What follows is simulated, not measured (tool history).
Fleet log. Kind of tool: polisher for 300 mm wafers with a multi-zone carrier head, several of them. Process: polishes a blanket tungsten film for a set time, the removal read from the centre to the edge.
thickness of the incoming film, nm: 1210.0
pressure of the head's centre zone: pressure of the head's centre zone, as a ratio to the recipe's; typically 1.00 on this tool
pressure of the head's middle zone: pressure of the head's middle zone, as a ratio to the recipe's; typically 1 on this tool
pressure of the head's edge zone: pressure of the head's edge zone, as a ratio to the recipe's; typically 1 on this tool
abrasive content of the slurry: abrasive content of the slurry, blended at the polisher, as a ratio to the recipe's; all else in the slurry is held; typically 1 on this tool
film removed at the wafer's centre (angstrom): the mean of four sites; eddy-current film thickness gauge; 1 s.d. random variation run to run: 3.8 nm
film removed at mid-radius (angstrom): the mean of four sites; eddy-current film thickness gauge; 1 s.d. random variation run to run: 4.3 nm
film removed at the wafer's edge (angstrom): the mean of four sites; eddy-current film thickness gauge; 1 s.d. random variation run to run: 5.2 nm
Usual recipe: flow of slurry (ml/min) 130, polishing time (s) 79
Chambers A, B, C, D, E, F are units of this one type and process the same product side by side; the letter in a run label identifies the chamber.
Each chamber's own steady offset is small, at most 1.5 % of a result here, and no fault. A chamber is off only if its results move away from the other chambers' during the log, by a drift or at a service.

run	hour	flow of slurry (ml/min)	pressure of the head's centre zone	pressure of the head's middle zone	pressure of the head's edge zone	abrasive content of the slurry	polishing time (s)	wafers polished on this pad	hours since the slurry nozzle was cleaned	hours since the centre zone pressure was calibrated	hours since the edge zone pressure was calibrated	film removed at the wafer's centre (angstrom)	film removed at mid-radius (angstrom)	film removed at the wafer's edge (angstrom)
# hour 9.4: chamber D: worn pad replaced by a new one
# hour 13.4: chamber B: worn pad replaced by a new one
1C	13.9	130	1.00	1	1	1	79	821	462.3	712.7	1206.4	3530.7	3529.5	3534.0
2B	27.5	130	1.00	1	1	1	79	160	28.0	78.3	373.8	3516.0	3560.1	3533.4
# hour 36.4: chamber C: worn pad replaced by a new one
3E	40.0	130	1.00	1	1	1	79	888	198.5	471.1	305.2	3461.0	3547.6	3536.5
# hour 41.9: chamber A: worn pad replaced by a new one
# hour 48.8: chamber F: worn pad replaced by a new one
# hour 49.0: chamber E: worn pad replaced by a new one
4A	51.9	130	1.00	1	1	1	79	114	123.6	784.4	813.4	3499.6	3545.0	3442.8
# hour 52.6: chamber C: slurry nozzle cleaned
5F	59.1	130	0.89	1	1	1	79	118	278.3	656.4	555.8	3176.9	3498.0	3653.0
6D	69.1	130	0.89	1	1	1	79	678	635.3	434.8	384.2	3108.1	3513.0	3535.1
7F	75.9	130	0.89	1	1	1	79	308	295.1	673.2	572.6	3136.5	3494.8	3433.7
8A	84.0	130	0.89	1	1	1	79	478	155.7	816.5	845.5	3066.3	3518.2	3545.3
# hour 90.3: chamber F: slurry nozzle cleaned
9E	92.4	130	0.89	1	1	1	79	493	250.9	523.5	357.6	3131.9	3528.9	3598.7
10C	102.4	130	0.89	1	1	1	79	750	49.9	801.2	1294.9	3130.5	3563.1	3603.2
# hour 103.3: chamber D: worn pad replaced by a new one
11B	110.4	130	1.00	1	1	1	79	1101	110.9	161.2	456.7	3469.3	3610.6	3416.7
12D	119.8	130	1.00	1	1	1	79	187	686.0	485.5	434.9	3505.2	3494.7	3417.9
# hour 123.6: chamber C: worn pad replaced by a new one
# hour 125.5: chamber A: worn pad replaced by a new one
# hour 128.3: chamber E: centre zone pressure recalibrated
13E	129.8	130	1.00	1	1	1	79	918	288.3	1.6	395.0	3651.2	3469.9	3521.4
# hour 136.6: chamber B: worn pad replaced by a new one
# hour 138.7: chamber E: worn pad replaced by a new one
14D	144.0	90	1.04	1	1	1	79	462	710.2	509.7	459.1	3276.2	3253.3	3330.5
# hour 145.7: chamber F: worn pad replaced by a new one
# hour 159.4: chamber A: centre zone pressure recalibrated
15F	159.6	90	1.04	1	1	1	79	158	69.4	756.9	656.3	3375.2	3173.1	3353.5
16A	170.2	90	1.04	1	1	1	79	508	241.9	10.8	931.7	3216.4	3118.8	3178.6
# hour 175.4: chamber A: slurry nozzle cleaned
17B	179.4	90	1.04	1	1	1	79	487	179.9	230.2	525.7	3391.8	3208.4	3239.2
# hour 183.1: chamber D: centre zone pressure recalibrated
18C	191.3	90	1.04	1	1	1	79	768	138.8	890.1	1383.8	3131.9	3221.0	3330.4
# hour 192.5: chamber D: worn pad replaced by a new one
19F	202.0	90	1.04	1	1	1	79	640	111.8	799.3	698.7	3406.5	3229.2	3316.0
# hour 202.8: chamber F: edge zone pressure recalibrated
# hour 206.4: chamber A: worn pad replaced by a new one
# hour 210.9: chamber E: worn pad replaced by a new one
# hour 215.0: chamber C: worn pad replaced by a new one
20A	216.0	130	1.00	1	1	1	79	109	40.7	56.6	977.5	3559.5	3475.0	3507.3
# hour 228.7: chamber C: edge zone pressure recalibrated
21B	229.1	130	1.07	1	1	1	79	1051	229.6	279.9	575.4	3819.1	3570.9	3543.0
22D	237.2	130	1.07	1	1	1	79	508	803.4	54.1	552.3	3739.5	3650.0	3387.9
# hour 242.5: chamber F: worn pad replaced by a new one
23E	252.3	130	1.07	1	1	1	79	470	410.8	124.1	517.5	3785.8	3505.8	3669.5
# hour 258.3: chamber B: worn pad replaced by a new one
24C	263.0	130	1.07	1	1	1	79	545	210.5	961.8	34.3	3576.8	3498.2	3599.3
25E	276.1	130	1.07	1	1	1	79	741	434.6	147.9	541.3	3819.8	3469.0	3554.0
# hour 280.0: chamber A: worn pad replaced by a new one
26A	285.1	130	1.07	1	1	1	79	58	109.8	125.7	1046.6	3746.1	3459.7	3449.9
27D	297.4	130	1.00	1	1	1	79	1192	863.6	114.3	612.5	3520.6	3563.4	3572.0
# hour 302.0: chamber C: worn pad replaced by a new one
# hour 302.0: chamber E: worn pad replaced by a new one
28B	305.7	130	1.00	1	1	1	79	538	306.2	356.5	652.0	3607.1	3664.5	3516.1
# hour 305.8: chamber D: worn pad replaced by a new one
29F	318.9	130	1.00	1	1	1	79	868	228.7	916.2	116.2	3521.5	3495.0	3659.4
# hour 323.4: chamber B: slurry nozzle cleaned
# hour 327.5: chamber F: worn pad replaced by a new one
30C	330.4	130	1.12	1	1	1	79	323	277.9	1029.2	101.7	3737.2	3511.0	3534.6
# hour 332.5: chamber D: slurry nozzle cleaned
31A	339.1	130	1.12	1	1	1	79	671	163.8	179.7	1100.6	3892.5	3516.0	3508.2
32D	353.3	130	1.12	1	1	1	79	540	20.8	170.2	668.4	4013.3	3514.1	3542.7
33C	367.8	130	1.12	1	1	1	79	748	315.3	1066.6	139.1	3675.5	3604.0	3605.9
# hour 375.2: chamber A: worn pad replaced by a new one
34E	377.6	130	1.12	1	1	1	79	858	536.1	249.4	642.8	3961.2	3580.5	3588.4
35F	384.7	130	1.12	1	1	1	79	649	294.5	982.0	182.0	4034.9	3561.3	3451.6
# hour 387.1: chamber B: worn pad replaced by a new one
# hour 394.3: chamber F: slurry nozzle cleaned
36B	396.3	130	1.00	1	1	1	79	105	73.0	447.1	742.6	3543.4	3519.4	3554.0
37F	410.0	130	1.00	1	1	1	79	937	15.7	1007.3	207.3	3580.6	3609.6	3568.9
38A	421.0	130	1.00	1	1	1	79	521	245.7	261.6	1182.5	3483.7	3433.1	3457.9

Predict what each chamber gives when all 6 of them run the settings below next.
39A	432.2	130	1.00	1	1	1	79					?	?	?
39B	432.2	130	1.00	1	1	1	79					?	?	?
39C	432.2	130	1.00	1	1	1	79					?	?	?
39D	432.2	130	1.00	1	1	1	79					?	?	?
39E	432.2	130	1.00	1	1	1	79					?	?	?
39F	432.2	130	1.00	1	1	1	79					?	?	?

run	film removed at the wafer's centre (angstrom)	film removed at mid-radius (angstrom)	film removed at the wafer's edge (angstrom)
39A	3496.1	3508.9	3467.1
39B	3537.4	3581.3	3559.8
39C	3171.4	3594.8	3586.8
39D	3421.3	3541.4	3588.7
39E	3529.5	3580.1	3594.4
39F	3568.1	3464.2	3600.4

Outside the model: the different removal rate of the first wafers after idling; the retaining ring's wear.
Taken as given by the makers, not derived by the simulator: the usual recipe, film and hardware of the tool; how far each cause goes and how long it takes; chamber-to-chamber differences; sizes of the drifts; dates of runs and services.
